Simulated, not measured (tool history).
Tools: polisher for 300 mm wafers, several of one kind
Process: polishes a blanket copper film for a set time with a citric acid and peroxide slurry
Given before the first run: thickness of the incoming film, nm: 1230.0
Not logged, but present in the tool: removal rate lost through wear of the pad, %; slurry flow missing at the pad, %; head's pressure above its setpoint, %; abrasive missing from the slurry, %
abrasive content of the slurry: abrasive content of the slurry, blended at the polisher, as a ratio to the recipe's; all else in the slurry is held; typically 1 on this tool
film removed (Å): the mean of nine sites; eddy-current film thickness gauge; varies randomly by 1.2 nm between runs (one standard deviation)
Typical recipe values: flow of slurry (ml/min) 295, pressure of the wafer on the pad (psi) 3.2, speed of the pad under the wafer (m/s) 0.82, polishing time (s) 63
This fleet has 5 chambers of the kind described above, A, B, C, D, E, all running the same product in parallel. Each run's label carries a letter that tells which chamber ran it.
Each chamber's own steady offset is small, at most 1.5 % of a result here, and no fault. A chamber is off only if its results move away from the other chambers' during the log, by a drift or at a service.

run	hour	flow of slurry (ml/min)	pressure of the wafer on the pad (psi)	speed of the pad under the wafer (m/s)	abrasive content of the slurry	polishing time (s)	wafers polished on this pad	hours since the slurry nozzle was cleaned	hours since the head pressure was calibrated	hours since the slurry blender was calibrated	film removed (Å)
1B	3.9	295	3.2	0.82	1	63	346	32.6	375.7	145.8	1493.6
# hour 10.8: chamber A: worn pad replaced by a new one
2C	11.4	295	3.2	0.82	1	63	267	245.2	212.8	52	1485.6
3E	15.5	295	3.2	0.82	1	63	202	581	636.2	33.9	1474.3
4D	22.8	295	3.2	0.82	1	63	1067	181.5	60.8	305.5	1427.4
# hour 26.4: chamber C: slurry nozzle cleaned
5A	27.3	295	3.2	0.82	1	63	204	478.1	657.3	86.6	1459.6
# hour 29.3: chamber D: worn pad replaced by a new one
6C	32.5	295	3.2	0.82	1	63	527	6.1	233.9	73.1	1498.6
7B	39.9	295	3.2	0.82	1	63	790	68.6	411.7	181.8	1482.9
8A	46.7	295	3.2	0.82	1	63	444	497.5	676.7	106	1478.4
# hour 48.8: chamber C: worn pad replaced by a new one
9E	51	295	3.2	0.82	1	63	640	616.5	671.7	69.4	1475.6
# hour 52.8: chamber B: worn pad replaced by a new one
# hour 55.7: chamber A: slurry nozzle cleaned
10D	57.9	295	3.2	0.82	1	63	353	216.6	95.9	340.6	1439.4
11D	62.7	295	4.3	0.82	1	63	412	221.4	100.7	345.4	1976.9
# hour 63.5: chamber E: worn pad replaced by a new one
12C	70.5	295	4.3	0.82	1	63	268	44.1	271.9	111.1	2007.8
13A	75.2	295	4.3	0.82	1	63	796	19.6	705.2	134.5	1956.7
14E	80.3	295	4.3	0.82	1	63	208	645.8	701	98.7	1975.5
15B	86.4	295	4.3	0.82	1	63	416	115.1	458.2	228.3	1979
# hour 87.5: chamber E: head pressure recalibrated
16E	92.3	295	3.2	0.82	1	63	356	657.8	4.9	110.7	1620.9
# hour 92.6: chamber A: worn pad replaced by a new one
# hour 93.8: chamber E: slurry blender recalibrated
# hour 94.6: chamber E: slurry nozzle cleaned
# hour 97.4: chamber C: worn pad replaced by a new one
17A	100.3	295	3.2	0.82	1	63	95	44.7	730.3	159.6	1472.1
18B	106.8	295	3.2	0.82	1	63	668	135.5	478.6	248.7	1505.8
# hour 108: chamber D: worn pad replaced by a new one
19C	115.2	295	3.2	0.82	1	63	220	88.8	316.6	155.8	1481.6
20D	121	295	3.2	0.82	1	63	161	279.7	159	403.7	1448.4
# hour 127.6: chamber B: worn pad replaced by a new one
21C	129.3	295	3.2	0.82	1	63	395	102.9	330.7	169.9	1483
22B	134	325	3.2	0.82	1	63	79	162.7	505.8	275.9	1507.9
23A	138.4	325	3.2	0.82	1	63	566	82.8	768.4	197.7	1484.8
# hour 139.9: chamber E: worn pad replaced by a new one
24E	142.5	325	3.2	0.82	1	63	33	48	55.1	48.8	1608.6
25D	149.7	325	3.2	0.82	1	63	515	308.4	187.7	432.4	1465.6
# hour 153.3: chamber D: slurry blender recalibrated
# hour 153.3: chamber C: worn pad replaced by a new one
26B	154.2	325	3.2	0.82	1	63	329	182.9	526	296.1	1520.1
27E	158.7	295	3.2	0.82	1	63	233	64.2	71.3	65	1621.1
28D	164.3	295	3.2	0.82	1	63	696	323	202.3	11.1	1454.8
# hour 169.4: chamber A: worn pad replaced by a new one
29C	169.9	295	3.2	0.82	1	63	206	143.5	371.3	210.5	1472.4
30A	175.6	295	3.2	0.82	1	63	76	120	805.6	234.9	1465.3
31B	183.8	295	3.2	0.82	1	63	694	212.5	555.6	325.7	1485.9
32E	189	295	3.2	0.82	1	63	607	94.5	101.6	95.3	1620.5

Which is it: a chamber that has drifted or been left off by a service, a gauge drift common to all chambers, or only each chamber's usual small offset? If a chamber is off, name it and its likeliest cause.

The work done on chamber E during a service left it standing apart from the others.
Likeliest cause: head's pressure above its setpoint, % = 9.66.

Below are 4 candidate recipes for chamber E's next run, each the usual settings with a change, their results shown as question marks. Which of them brings E's results back in line with what the other chambers give on the usual settings?
Counts as in line when no further than this from what the other chambers average on the usual settings: film removed (Å) 41
33E-1	195.1	300	3.5	0.9	1	63					?
33E-2	195.1	290	3.2	0.82	1	57					?
33E-3	195.1	295	3.2	0.9	1	63					?
33E-4	195.1	295	2.9	0.76	1	63					?

On the usual settings, the other chambers give on average: film removed (Å) 1473.5
run	film removed (Å)
33E-1	1935.3
33E-2	1459.9
33E-3	1772.2
33E-4	1364.2
33E-2 puts the chamber back in line with the other chambers.
